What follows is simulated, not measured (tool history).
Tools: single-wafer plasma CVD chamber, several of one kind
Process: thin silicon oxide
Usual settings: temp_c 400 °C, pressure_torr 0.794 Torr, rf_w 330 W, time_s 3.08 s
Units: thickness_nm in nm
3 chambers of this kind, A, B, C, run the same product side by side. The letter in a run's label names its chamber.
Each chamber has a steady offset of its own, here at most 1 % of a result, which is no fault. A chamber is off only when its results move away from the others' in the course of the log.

run	hour	temp_c	pressure_torr	rf_w	time_s	hours since the last thermocouple change	hours since the last RF generator calibration	hours since the last manometer calibration	read-back reference wafer on the same gauge, thickness_nm	thickness_nm
1C	8.5	400	0.794	330	3.08	2621.3	438.7	1048.2	4.7628	5.8825
2A	20.7	400	0.794	330	3.08	661.7	1359.4	301.5	4.7609	5.8321
3B	33.1	400	0.794	330	3.08	728.6	2010.6	1823.1	4.7629	5.8229
4A	47.1	400	0.794	330	3.08	688.1	1385.8	327.9	4.7577	5.8117
5C	58.0	400	0.794	330	3.08	2670.8	488.2	1097.7	4.7619	5.8939
6B	66.5	400	0.794	330	3.08	762.0	2044.0	1856.5	4.7603	5.8033
7B	80.2	400	0.794	330	3.08	775.7	2057.7	1870.2	4.7579	5.8403
8A	94.1	400	0.794	330	3.08	735.1	1432.8	374.9	4.7578	5.8016
9C	109.6	400	0.794	310	2.51	2722.4	539.8	1149.3	4.7612	4.6700
10B	121.3	400	0.794	310	2.51	816.8	2098.8	1911.3	4.7596	4.6384
11A	130.1	400	0.794	310	2.51	771.1	1468.8	410.9	4.7609	4.6214
12C	142.4	400	0.794	330	3.08	2755.2	572.6	1182.1	4.7604	5.8882
13B	155.4	400	0.794	330	3.08	850.9	2132.9	1945.4	4.7611	5.8241
14C	170.6	400	0.794	330	3.08	2783.4	600.8	1210.3	4.7606	5.8990
15A	185.4	400	0.794	330	3.08	826.4	1524.1	466.2	4.7602	5.8171
# hour 188.0: chamber C: thermocouple changed; heater temperature recalibrated
16B	199.1	400	0.794	330	3.08	894.6	2176.6	1989.1	4.7619	5.8402
17A	212.2	400	0.794	330	3.08	853.2	1550.9	493.0	4.7626	5.8217
18C	225.4	400	0.794	330	3.08	37.5	655.6	1265.1	4.7620	5.9275
19A	241.6	400	0.794	350	3.08	882.6	1580.3	522.4	4.7596	6.0101
20B	249.5	400	0.794	350	3.08	945.0	2227.0	2039.5	4.7636	5.9448
21C	259.2	400	0.794	350	3.08	71.3	689.4	1298.9	4.7623	6.0019
22A	266.6	400	0.794	330	3.08	907.6	1605.3	547.4	4.7599	5.8793
23B	277.7	400	0.794	330	3.08	973.2	2255.2	2067.7	4.7640	5.8087
24C	289.1	400	0.794	330	3.08	101.2	719.3	1328.8	4.7585	5.8717
# hour 291.0: chamber C: capacitance manometer re-zeroed and calibrated
25C	302.7	400	0.794	330	3.08	114.8	732.9	11.7	4.7599	5.8844
# hour 305.3: chamber B: capacitance manometer re-zeroed and calibrated
26A	316.9	400	0.794	330	3.08	957.9	1655.6	597.7	4.7616	5.8725
27B	332.3	388	0.678	330	3.08	1027.8	2309.8	27.0	4.7606	5.0343
28A	348.3	388	0.678	330	3.08	989.3	1687.0	629.1	4.7603	5.1219
29B	360.8	388	0.678	330	3.08	1056.3	2338.3	55.5	4.7588	5.0303
# hour 362.4: chamber B: RF generator calibrated
30C	371.2	400	0.794	330	3.08	183.3	801.4	80.2	4.7575	5.8474
# hour 373.4: chamber A: thermocouple changed; heater temperature recalibrated
31C	381.0	400	0.794	330	3.08	193.1	811.2	90.0	4.7599	5.8932
32B	393.2	400	0.794	330	3.08	1088.7	30.8	87.9	4.7601	5.8205
33A	407.4	400	0.794	330	3.08	34.0	1746.1	688.2	4.7574	5.9936
34C	419.9	400	0.794	330	3.08	232.0	850.1	128.9	4.7637	5.9018

Is one chamber off against the others, does the gauge drift, or is nothing wrong? If a chamber is off, say which, and what the likeliest cause is.

Chamber A drifts away from the others.
Cause: true pressure above the setpoint (%) = 3.54.

Here are 4 candidates for chamber A's next run, each the usual settings with a change, their results left as question marks. Which one brings its results back in line with what the others give on the usual settings?
In line means no further than this from the other chambers' mean on the usual settings: thickness_nm 0.0660 nm
35A-1	431.6	400	0.754	330	3.08					?
35A-2	431.6	399	0.794	370	3.08					?
35A-3	431.6	400	0.772	330	3.08					?
35A-4	431.6	400	0.794	335	3.15					?

The other chambers' mean on the usual settings: thickness_nm 5.8618 nm
run	thickness_nm
35A-1	5.7282
35A-2	6.2871
35A-3	5.8571
35A-4	6.1873
35A-3 brings the chamber back in line.
